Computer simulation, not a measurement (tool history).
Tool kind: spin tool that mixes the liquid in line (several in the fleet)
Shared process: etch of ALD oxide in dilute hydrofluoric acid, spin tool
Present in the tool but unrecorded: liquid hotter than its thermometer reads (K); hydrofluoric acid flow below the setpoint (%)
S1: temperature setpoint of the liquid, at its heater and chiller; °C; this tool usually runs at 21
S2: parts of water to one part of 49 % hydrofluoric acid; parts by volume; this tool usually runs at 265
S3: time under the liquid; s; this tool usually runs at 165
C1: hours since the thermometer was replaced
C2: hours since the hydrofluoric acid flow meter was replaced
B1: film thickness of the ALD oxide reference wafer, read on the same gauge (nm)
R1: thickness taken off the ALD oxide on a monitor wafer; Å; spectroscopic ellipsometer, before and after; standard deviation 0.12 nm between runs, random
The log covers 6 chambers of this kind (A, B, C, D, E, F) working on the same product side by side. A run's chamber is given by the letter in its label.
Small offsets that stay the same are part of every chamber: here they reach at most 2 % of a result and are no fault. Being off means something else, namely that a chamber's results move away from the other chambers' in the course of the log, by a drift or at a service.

run	hour	S1	S2	S3	C1	C2	B1	R1
1E	8.6	21	265	165	1643.8	1646.1	99.996	127.46
2C	17.2	21	265	165	267.5	412.4	100.01	124.82
3A	28.2	21	265	165	1646.7	1833.5	99.939	128.31
4D	40	21	265	165	1682.1	134.2	99.989	127.42
5F	50.5	23	265	165	603.8	470.7	100.01	137.29
6B	59	23	265	165	426.8	68.2	99.995	138.63
7C	64.9	23	265	165	315.2	460.1	100	134.1
8E	73	23	265	165	1708.2	1710.5	99.936	140.12
9A	81.2	23	265	165	1699.7	1886.5	99.997	139.45
10D	86.8	23	265	165	1728.9	181	100.04	139.91
11B	95.6	21	265	165	463.4	104.8	100.01	129.92
12F	103.8	21	265	165	657.1	524	100.01	123.88
13A	109.5	21	265	165	1728	1914.8	99.991	127.83
14E	116.3	21	265	165	1751.5	1753.8	99.971	130.15
15B	126.7	21	265	165	494.5	135.9	100.04	128.15
16D	136.4	21	265	165	1778.5	230.6	100	129.6
17F	145	21	265	165	698.3	565.2	99.966	123.22
18C	155.2	21	265	165	405.5	550.4	100.01	128.99
19E	166.1	21	265	165	1801.3	1803.6	100.01	128.72
20C	175.8	21	265	225	426.1	571	99.988	172.95
21A	183.5	21	265	225	1802	1988.8	100.01	178.42
22F	194.6	21	265	225	747.9	614.8	100	169.39
23D	203.1	21	265	225	1845.2	297.3	99.978	176.74
# hour 213.7: chamber B: thermometer replaced
24B	213.7	21	265	225	0	222.9	100	174.86
25A	226	21	265	225	1844.5	2031.3	99.998	173.03
26F	233.4	21	265	165	786.7	653.6	100.01	120.73
27C	239.2	21	265	165	489.5	634.4	99.983	126.13
28E	244.6	21	265	165	1879.8	1882.1	100.02	127.49
29B	255	21	265	165	41.3	264.2	100.02	129.41
30D	261.3	21	265	165	1903.4	355.5	99.978	129.76
31B	268.9	21	265	165	55.2	278.1	99.985	128.41
32E	275	21	265	165	1910.2	1912.5	100	127.84
33D	286.4	21	265	165	1928.5	380.6	100.01	129.44
34A	294.9	21	265	165	1913.4	2100.2	100	128.08
35F	300.2	21	265	165	853.5	720.4	100.02	119.2
36C	307.5	17.5	265	230	557.8	702.7	99.994	153.95
37F	315.2	17.5	265	230	868.5	735.4	100.02	146
38C	322.8	17.5	265	230	573.1	718	99.993	153.7
39E	331.7	17.5	265	230	1966.9	1969.2	99.995	157.54
40A	340.4	17.5	265	230	1958.9	2145.7	99.962	158.65

Predict what each chamber gives when all 6 of them run the settings below next.
41A	349.2	21	140	165				?
41B	349.2	21	140	165				?
41C	349.2	21	140	165				?
41D	349.2	21	140	165				?
41E	349.2	21	140	165				?
41F	349.2	21	140	165				?

run	R1
41A	277.46
41B	270.3
41C	277.28
41D	271.67
41E	277.5
41F	257.77

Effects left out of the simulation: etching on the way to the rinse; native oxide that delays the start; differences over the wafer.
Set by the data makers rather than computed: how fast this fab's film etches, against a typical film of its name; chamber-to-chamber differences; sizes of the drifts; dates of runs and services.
